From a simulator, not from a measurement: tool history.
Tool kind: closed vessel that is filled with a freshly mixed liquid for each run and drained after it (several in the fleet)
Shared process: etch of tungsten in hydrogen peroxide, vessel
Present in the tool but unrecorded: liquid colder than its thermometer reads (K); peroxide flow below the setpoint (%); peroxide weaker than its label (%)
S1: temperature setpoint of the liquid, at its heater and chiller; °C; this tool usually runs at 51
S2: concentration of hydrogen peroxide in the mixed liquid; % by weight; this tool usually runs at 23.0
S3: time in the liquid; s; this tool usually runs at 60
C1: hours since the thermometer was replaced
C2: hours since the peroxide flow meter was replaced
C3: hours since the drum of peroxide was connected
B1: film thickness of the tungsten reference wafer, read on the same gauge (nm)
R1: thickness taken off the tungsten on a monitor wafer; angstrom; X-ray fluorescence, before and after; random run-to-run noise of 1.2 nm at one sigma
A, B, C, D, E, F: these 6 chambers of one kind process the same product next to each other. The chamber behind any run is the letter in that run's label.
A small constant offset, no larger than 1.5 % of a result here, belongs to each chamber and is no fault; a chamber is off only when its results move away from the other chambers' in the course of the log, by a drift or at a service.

{"run": "1E", "hour": 7.4, "S1": 51, "S2": 23.0, "S3": 60, "C1": 1612.0, "C2": 771.8, "C3": 551.0, "B1": 129.99, "R1": 1935.2}
{"run": "2A", "hour": 12.8, "S1": 51, "S2": 23.0, "S3": 60, "C1": 886.6, "C2": 1258.7, "C3": 73.9, "B1": 130.0, "R1": 1920.1}
{"run": "3C", "hour": 20.4, "S1": 51, "S2": 23.0, "S3": 60, "C1": 1747.0, "C2": 1555.6, "C3": 946.8, "B1": 130.0, "R1": 1897.9}
{"run": "4D", "hour": 25.9, "S1": 51, "S2": 23.0, "S3": 60, "C1": 299.1, "C2": 1156.2, "C3": 292.8, "B1": 130.01, "R1": 1926.4}
{"run": "5F", "hour": 34.9, "S1": 51, "S2": 23.0, "S3": 60, "C1": 1141.3, "C2": 593.8, "C3": 316.0, "B1": 130.0, "R1": 1900.1}
{"run": "6B", "hour": 41.9, "S1": 51, "S2": 23.0, "S3": 60, "C1": 1125.7, "C2": 1006.5, "C3": 1268.4, "B1": 130.0, "R1": 1866.2}
{"run": "7C", "hour": 50.7, "S1": 51, "S2": 23.0, "S3": 60, "C1": 1777.3, "C2": 1585.9, "C3": 977.1, "B1": 129.99, "R1": 1921.4}
{"run": "8B", "hour": 57.5, "S1": 51, "S2": 23.0, "S3": 60, "C1": 1141.3, "C2": 1022.1, "C3": 1284.0, "B1": 129.98, "R1": 1886.2}
{"run": "9E", "hour": 64.3, "S1": 51, "S2": 23.0, "S3": 60, "C1": 1668.9, "C2": 828.7, "C3": 607.9, "B1": 130.01, "R1": 1929.7}
{"hour": 64.5, "done": "chamber D: peroxide flow meter replaced"}
{"run": "10F", "hour": 69.6, "S1": 51, "S2": 23.0, "S3": 60, "C1": 1176.0, "C2": 628.5, "C3": 350.7, "B1": 130.0, "R1": 1914.2}
{"run": "11D", "hour": 74.3, "S1": 51, "S2": 23.0, "S3": 60, "C1": 347.5, "C2": 9.8, "C3": 341.2, "B1": 129.99, "R1": 1901.5}
{"run": "12A", "hour": 83.3, "S1": 51, "S2": 23.0, "S3": 60, "C1": 957.1, "C2": 1329.2, "C3": 144.4, "B1": 130.01, "R1": 1887.1}
{"hour": 89.4, "done": "chamber A: peroxide flow meter replaced"}
{"run": "13C", "hour": 91.3, "S1": 51, "S2": 23.0, "S3": 60, "C1": 1817.9, "C2": 1626.5, "C3": 1017.7, "B1": 129.98, "R1": 1893.5}
{"run": "14A", "hour": 96.9, "S1": 51, "S2": 23.0, "S3": 60, "C1": 970.7, "C2": 7.6, "C3": 158.0, "B1": 130.01, "R1": 1922.6}
{"hour": 97.9, "done": "chamber E: thermometer replaced"}
{"run": "15F", "hour": 103.7, "S1": 51, "S2": 23.0, "S3": 60, "C1": 1210.1, "C2": 662.6, "C3": 384.8, "B1": 129.97, "R1": 1900.2}
{"hour": 105.1, "done": "chamber E: new drum of peroxide connected"}
{"hour": 110.9, "done": "chamber B: peroxide flow meter replaced"}
{"run": "16B", "hour": 113.8, "S1": 51, "S2": 23.0, "S3": 85, "C1": 1197.6, "C2": 3.0, "C3": 1340.3, "B1": 130.02, "R1": 2685.7}
{"run": "17E", "hour": 118.7, "S1": 51, "S2": 23.0, "S3": 85, "C1": 20.8, "C2": 883.1, "C3": 13.6, "B1": 130.0, "R1": 2731.8}
{"hour": 120.6, "done": "chamber F: thermometer replaced"}
{"run": "18D", "hour": 123.7, "S1": 51, "S2": 23.0, "S3": 85, "C1": 396.9, "C2": 59.2, "C3": 390.6, "B1": 130.0, "R1": 2701.1}
{"hour": 124.9, "done": "chamber C: thermometer replaced"}
{"run": "19F", "hour": 133.4, "S1": 51, "S2": 23.0, "S3": 85, "C1": 12.9, "C2": 692.3, "C3": 414.5, "B1": 129.99, "R1": 2720.6}
{"hour": 138.6, "done": "chamber B: new drum of peroxide connected"}
{"run": "20C", "hour": 141.0, "S1": 51, "S2": 23.0, "S3": 85, "C1": 16.2, "C2": 1676.2, "C3": 1067.4, "B1": 129.98, "R1": 2700.0}
{"run": "21B", "hour": 149.2, "S1": 51, "S2": 23.0, "S3": 85, "C1": 1233.0, "C2": 38.4, "C3": 10.7, "B1": 130.0, "R1": 2673.6}
{"run": "22D", "hour": 153.9, "S1": 51, "S2": 23.0, "S3": 60, "C1": 427.1, "C2": 89.4, "C3": 420.8, "B1": 129.99, "R1": 1920.4}
{"run": "23A", "hour": 162.1, "S1": 51, "S2": 23.0, "S3": 60, "C1": 1035.9, "C2": 72.8, "C3": 223.2, "B1": 130.0, "R1": 1914.0}
{"run": "24E", "hour": 167.5, "S1": 51, "S2": 23.0, "S3": 60, "C1": 69.6, "C2": 931.9, "C3": 62.4, "B1": 130.01, "R1": 1940.3}
{"run": "25E", "hour": 174.9, "S1": 51, "S2": 23.0, "S3": 60, "C1": 77.0, "C2": 939.3, "C3": 69.8, "B1": 130.01, "R1": 1926.2}
{"run": "26D", "hour": 183.1, "S1": 51, "S2": 23.0, "S3": 60, "C1": 456.3, "C2": 118.6, "C3": 450.0, "B1": 130.0, "R1": 1926.7}
{"run": "27B", "hour": 189.0, "S1": 51, "S2": 23.0, "S3": 60, "C1": 1272.8, "C2": 78.2, "C3": 50.5, "B1": 130.02, "R1": 1898.5}
{"run": "28A", "hour": 195.4, "S1": 57, "S2": 20.0, "S3": 60, "C1": 1069.2, "C2": 106.1, "C3": 256.5, "B1": 129.97, "R1": 2554.5}
{"run": "29C", "hour": 205.2, "S1": 57, "S2": 20.0, "S3": 60, "C1": 80.4, "C2": 1740.4, "C3": 1131.6, "B1": 130.02, "R1": 2577.5}
{"run": "30F", "hour": 213.9, "S1": 57, "S2": 20.0, "S3": 60, "C1": 93.4, "C2": 772.8, "C3": 495.0, "B1": 130.02, "R1": 2516.1}
{"run": "31B", "hour": 223.4, "S1": 57, "S2": 20.0, "S3": 60, "C1": 1307.2, "C2": 112.6, "C3": 84.9, "B1": 130.0, "R1": 2511.5}
{"run": "32D", "hour": 229.3, "S1": 57, "S2": 20.0, "S3": 60, "C1": 502.5, "C2": 164.8, "C3": 496.2, "B1": 129.99, "R1": 2544.8}
{"run": "33E", "hour": 235.0, "S1": 57, "S2": 20.0, "S3": 60, "C1": 137.1, "C2": 999.4, "C3": 129.9, "B1": 130.03, "R1": 2583.1}
{"run": "34C", "hour": 243.5, "S1": 51, "S2": 23.0, "S3": 60, "C1": 118.7, "C2": 1778.7, "C3": 1169.9, "B1": 130.0, "R1": 1918.5}
{"run": "35F", "hour": 252.7, "S1": 51, "S2": 23.0, "S3": 60, "C1": 132.2, "C2": 811.6, "C3": 533.8, "B1": 130.01, "R1": 1905.9}
{"run": "36A", "hour": 259.7, "S1": 51, "S2": 23.0, "S3": 60, "C1": 1133.5, "C2": 170.4, "C3": 320.8, "B1": 130.0, "R1": 1904.1}
{"hour": 261.1, "done": "chamber B: thermometer replaced"}
{"run": "37B", "hour": 269.1, "S1": 51, "S2": 23.0, "S3": 60, "C1": 8.0, "C2": 158.3, "C3": 130.6, "B1": 130.0, "R1": 1894.8}
{"run": "38C", "hour": 278.4, "S1": 51, "S2": 23.0, "S3": 60, "C1": 153.6, "C2": 1813.6, "C3": 1204.8, "B1": 129.99, "R1": 1913.4}
{"run": "39D", "hour": 287.0, "S1": 51, "S2": 23.0, "S3": 60, "C1": 560.2, "C2": 222.5, "C3": 553.9, "B1": 130.0, "R1": 1911.5}
{"run": "40E", "hour": 293.8, "S1": 51, "S2": 23.0, "S3": 60, "C1": 195.9, "C2": 1058.2, "C3": 188.7, "B1": 130.0, "R1": 1920.6}
{"run": "41F", "hour": 304.1, "S1": 51, "S2": 23.0, "S3": 60, "C1": 183.6, "C2": 863.0, "C3": 585.2, "B1": 130.0, "R1": 1885.8}

The same settings go to every chamber for the next run, one line per chamber below. Forecast the results for each:
{"run": "42A", "hour": 311.6, "S1": 51, "S2": 20.5, "S3": 60, "R1": "?"}
{"run": "42B", "hour": 311.6, "S1": 51, "S2": 20.5, "S3": 60, "R1": "?"}
{"run": "42C", "hour": 311.6, "S1": 51, "S2": 20.5, "S3": 60, "R1": "?"}
{"run": "42D", "hour": 311.6, "S1": 51, "S2": 20.5, "S3": 60, "R1": "?"}
{"run": "42E", "hour": 311.6, "S1": 51, "S2": 20.5, "S3": 60, "R1": "?"}
{"run": "42F", "hour": 311.6, "S1": 51, "S2": 20.5, "S3": 60, "R1": "?"}

run=42A R1=1795.1
run=42B R1=1782.4
run=42C R1=1804.3
run=42D R1=1827.9
run=42E R1=1831.2
run=42F R1=1794.1

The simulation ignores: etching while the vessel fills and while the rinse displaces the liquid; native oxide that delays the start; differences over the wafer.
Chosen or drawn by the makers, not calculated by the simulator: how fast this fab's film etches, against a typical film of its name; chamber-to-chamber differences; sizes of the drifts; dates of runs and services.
